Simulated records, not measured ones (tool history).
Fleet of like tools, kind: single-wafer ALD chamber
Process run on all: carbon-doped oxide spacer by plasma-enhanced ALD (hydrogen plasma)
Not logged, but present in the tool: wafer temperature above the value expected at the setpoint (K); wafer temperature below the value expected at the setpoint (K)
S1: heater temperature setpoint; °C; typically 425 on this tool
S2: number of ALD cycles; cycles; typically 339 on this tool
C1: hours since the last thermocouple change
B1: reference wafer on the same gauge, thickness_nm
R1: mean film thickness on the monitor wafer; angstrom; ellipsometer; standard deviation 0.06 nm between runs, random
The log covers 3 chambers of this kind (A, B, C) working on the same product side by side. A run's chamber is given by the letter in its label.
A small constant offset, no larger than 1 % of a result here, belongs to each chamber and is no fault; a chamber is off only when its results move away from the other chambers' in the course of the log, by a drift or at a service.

{"run": "1A", "hour": 12.1, "S1": 425, "S2": 339, "C1": 224.1, "B1": 14.394, "R1": 156.4}
{"run": "2B", "hour": 19.4, "S1": 425, "S2": 339, "C1": 1468.2, "B1": 14.409, "R1": 155.88}
{"run": "3C", "hour": 35.7, "S1": 425, "S2": 339, "C1": 1445.2, "B1": 14.395, "R1": 157.74}
{"run": "4A", "hour": 44.8, "S1": 425, "S2": 339, "C1": 256.8, "B1": 14.396, "R1": 156.41}
{"run": "5C", "hour": 57.4, "S1": 425, "S2": 339, "C1": 1466.9, "B1": 14.402, "R1": 156.83}
{"run": "6B", "hour": 69.0, "S1": 425, "S2": 339, "C1": 1517.8, "B1": 14.404, "R1": 156.1}
{"run": "7B", "hour": 83.2, "S1": 425, "S2": 339, "C1": 1532, "B1": 14.392, "R1": 156.39}
{"run": "8A", "hour": 99.5, "S1": 425, "S2": 393, "C1": 311.5, "B1": 14.423, "R1": 183.32}
{"run": "9C", "hour": 110.8, "S1": 425, "S2": 393, "C1": 1520.3, "B1": 14.412, "R1": 181.64}
{"run": "10B", "hour": 122.7, "S1": 425, "S2": 393, "C1": 1571.5, "B1": 14.399, "R1": 181.23}
{"run": "11C", "hour": 136.6, "S1": 425, "S2": 339, "C1": 1546.1, "B1": 14.402, "R1": 158.05}
{"run": "12A", "hour": 145.6, "S1": 425, "S2": 339, "C1": 357.6, "B1": 14.408, "R1": 157.73}
{"run": "13C", "hour": 156.3, "S1": 425, "S2": 339, "C1": 1565.8, "B1": 14.401, "R1": 157.41}
{"run": "14B", "hour": 170.0, "S1": 439, "S2": 339, "C1": 1618.8, "B1": 14.397, "R1": 149.51}
{"run": "15A", "hour": 179.9, "S1": 439, "S2": 339, "C1": 391.9, "B1": 14.416, "R1": 151.26}
{"run": "16B", "hour": 191.1, "S1": 439, "S2": 339, "C1": 1639.9, "B1": 14.399, "R1": 148.89}
{"run": "17A", "hour": 199.3, "S1": 425, "S2": 339, "C1": 411.3, "B1": 14.41, "R1": 157}
{"run": "18C", "hour": 210.7, "S1": 415, "S2": 284, "C1": 1620.2, "B1": 14.403, "R1": 136.53}
{"run": "19C", "hour": 223.6, "S1": 415, "S2": 284, "C1": 1633.1, "B1": 14.413, "R1": 137}
{"run": "20A", "hour": 238.3, "S1": 415, "S2": 284, "C1": 450.3, "B1": 14.422, "R1": 136.32}
{"run": "21B", "hour": 248.8, "S1": 425, "S2": 369, "C1": 1697.6, "B1": 14.398, "R1": 169.83}
{"run": "22B", "hour": 258.0, "S1": 425, "S2": 369, "C1": 1706.8, "B1": 14.399, "R1": 169.67}
{"run": "23C", "hour": 265.2, "S1": 425, "S2": 369, "C1": 1674.7, "B1": 14.394, "R1": 171.08}
{"hour": 277.8, "done": "chamber C: thermocouple changed; heater temperature recalibrated"}
{"run": "24A", "hour": 278.5, "S1": 425, "S2": 339, "C1": 490.5, "B1": 14.391, "R1": 156.92}
{"run": "25C", "hour": 289.9, "S1": 425, "S2": 339, "C1": 12.1, "B1": 14.396, "R1": 156.85}
{"run": "26B", "hour": 304.9, "S1": 425, "S2": 339, "C1": 1753.7, "B1": 14.395, "R1": 156.83}
{"run": "27A", "hour": 317.0, "S1": 425, "S2": 339, "C1": 529, "B1": 14.396, "R1": 156.88}
{"run": "28A", "hour": 329.0, "S1": 425, "S2": 339, "C1": 541, "B1": 14.381, "R1": 157.74}
{"run": "29C", "hour": 338.6, "S1": 425, "S2": 339, "C1": 60.8, "B1": 14.398, "R1": 157.64}
{"run": "30B", "hour": 352.7, "S1": 425, "S2": 366, "C1": 1801.5, "B1": 14.398, "R1": 169.2}
{"run": "31A", "hour": 362.5, "S1": 425, "S2": 366, "C1": 574.5, "B1": 14.403, "R1": 170.37}
{"hour": 367.5, "done": "chamber B: thermocouple changed; heater temperature recalibrated"}
{"run": "32B", "hour": 376.9, "S1": 425, "S2": 366, "C1": 9.4, "B1": 14.4, "R1": 168.81}
{"run": "33C", "hour": 389.9, "S1": 425, "S2": 339, "C1": 112.1, "B1": 14.398, "R1": 157.55}
{"run": "34A", "hour": 398.4, "S1": 425, "S2": 339, "C1": 610.4, "B1": 14.407, "R1": 157.35}
{"run": "35C", "hour": 407.0, "S1": 425, "S2": 339, "C1": 129.2, "B1": 14.4, "R1": 158.06}
{"run": "36B", "hour": 418.3, "S1": 425, "S2": 339, "C1": 50.8, "B1": 14.4, "R1": 156.51}
{"run": "37B", "hour": 427.5, "S1": 425, "S2": 339, "C1": 60, "B1": 14.385, "R1": 156.71}
{"run": "38A", "hour": 439.0, "S1": 425, "S2": 339, "C1": 651, "B1": 14.397, "R1": 157.28}
{"run": "39C", "hour": 452.4, "S1": 425, "S2": 339, "C1": 174.6, "B1": 14.401, "R1": 157.5}

Which is it: a chamber that has drifted or been left off by a service, a gauge drift common to all chambers, or only each chamber's usual small offset? If a chamber is off, name it and its likeliest cause.

Neither any chamber nor the gauge drifts; the chambers differ only by their own small, steady offsets.
